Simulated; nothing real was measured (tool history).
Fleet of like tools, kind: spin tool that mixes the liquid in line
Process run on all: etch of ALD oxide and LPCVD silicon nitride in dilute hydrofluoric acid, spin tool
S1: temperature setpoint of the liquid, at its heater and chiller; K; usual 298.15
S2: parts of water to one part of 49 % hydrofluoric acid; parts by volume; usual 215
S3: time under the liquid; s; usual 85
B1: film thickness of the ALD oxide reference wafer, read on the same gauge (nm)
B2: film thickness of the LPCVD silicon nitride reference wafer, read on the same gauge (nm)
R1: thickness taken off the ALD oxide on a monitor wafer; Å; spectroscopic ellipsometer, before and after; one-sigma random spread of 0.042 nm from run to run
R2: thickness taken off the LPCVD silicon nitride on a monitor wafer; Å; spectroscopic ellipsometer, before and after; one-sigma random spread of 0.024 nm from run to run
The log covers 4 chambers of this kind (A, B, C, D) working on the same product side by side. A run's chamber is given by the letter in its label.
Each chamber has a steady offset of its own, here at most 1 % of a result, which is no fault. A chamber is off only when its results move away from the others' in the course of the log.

run,hour,S1,S2,S3,B1,B2,R1,R2
1A,3.2,298.15,215,85,70.001,29.994,76.115,2.158
2C,8.6,298.15,215,85,69.984,30.005,75.216,2.0064
3B,15.4,298.15,215,85,70.02,30.019,74.912,2.2647
4D,19.6,298.15,215,85,69.999,30.035,74.96,2.1009
5C,24.1,298.15,215,85,70.014,29.996,74.82,2.5076
6D,28.1,298.15,215,85,69.985,29.968,75.321,2.348
7A,35.1,298.15,215,85,70.012,30.01,75.742,2.3166
8B,41.2,298.15,215,85,69.996,29.997,75.973,2.3031
9C,48,295.15,215,85,70.014,29.997,66.501,1.8581
10D,54.1,295.15,215,85,70.002,29.983,67.786,1.6108
11A,59.4,295.15,215,85,70.026,29.984,68.853,1.8053
12B,62.5,295.15,215,85,70.006,29.997,68.725,2.0243
13A,66.8,298.15,215,85,69.991,29.991,77.637,2.5804
14C,72.8,298.15,215,85,70.018,30.025,74.349,2.1107
15D,78.5,298.15,215,85,70.006,30.045,75.208,2.2438
16B,84.2,293.65,130,85,70.005,30.018,115.55,2.7537
17C,89.7,293.65,130,85,70.001,30.037,114.25,2.4294
18A,92.8,293.65,130,85,70.015,30.021,114.72,2.6805
19B,97.3,293.65,130,85,69.981,30,115.06,2.9853
20D,102.3,298.15,215,85,69.973,30.01,74.791,2.3286
21A,106.5,298.15,215,85,69.998,29.966,76.657,2.2195
22C,110.4,298.15,215,85,70.006,30.008,75.349,1.975
23B,115.1,298.15,215,85,70.006,30.023,75.941,2.198
24D,119.6,298.15,215,85,69.983,30.017,75.439,2.2385
25A,125,298.15,215,135,69.979,29.973,121.53,3.81
26D,129.6,298.15,215,135,70,30.018,118.88,3.0905
27C,135.6,298.15,215,135,70.006,29.999,118.23,3.4126
28B,138.8,298.15,215,135,69.992,29.976,121.09,3.6525
29C,145.9,298.15,215,85,69.987,30,74.602,2.2616
30D,151,298.15,215,85,70.003,29.948,74.811,1.9681
31B,158.1,298.15,215,70,70.016,30.003,62.682,2.0935
32A,164.2,298.15,215,70,69.996,29.984,63.691,1.8094
33D,167.5,298.15,215,70,69.995,30.03,61.496,2.101
34C,174.2,298.15,215,70,70.025,30.032,60.387,1.8019
35B,177.9,298.15,215,85,70,30.017,76.103,2.3572
36A,183.7,298.15,215,85,70.025,29.99,77.225,2.069
37B,190.5,298.15,215,85,69.985,29.951,75.514,2.2146
38C,195.8,298.15,215,85,69.995,29.984,72.791,2.0896
39A,199.7,298.15,215,85,69.99,29.988,77.301,1.9111
40D,206.3,298.15,215,125,69.988,29.979,110.65,3.8794
41D,213.1,298.15,215,125,70.013,30.01,110.74,3.0917
42C,216.3,298.15,215,125,70.015,29.978,106.42,2.8808
43B,219.9,298.15,215,125,70.021,30.022,111.1,3.8539

What goes on in this fleet: one chamber off, a drifting gauge, or nothing beyond the chambers' own small offsets? Name the chamber and the cause, if any.

Little by little, chamber C moves away from the other chambers.
What lies behind it: hydrofluoric acid flow below the setpoint (%) = 2.83.

Chamber C could run next with any of the 4 candidate recipes listed below; each alters the usual settings, and their results appear as question marks. Which one brings its results back in line with what the other chambers deliver on the usual settings?
To be in line, a result may differ from the other chambers' mean on the usual settings by at most: R1 1.5 Å; R2 0.83 Å
44C-1,225,297.15,195,85,,,?,?
44C-2,225,299.15,235,85,,,?,?
44C-3,225,298.65,225,85,,,?,?
44C-4,225,297.65,205,85,,,?,?

Mean of the other chambers on the usual settings: R1 75.813 Å; R2 2.2399 Å
run,R1,R2
44C-1,78.777,2.2877
44C-2,67.428,2.1583
44C-3,69.921,2.1852
44C-4,75.532,2.2479
44C-4 is the one that brings the chamber's results back in line with the other chambers.
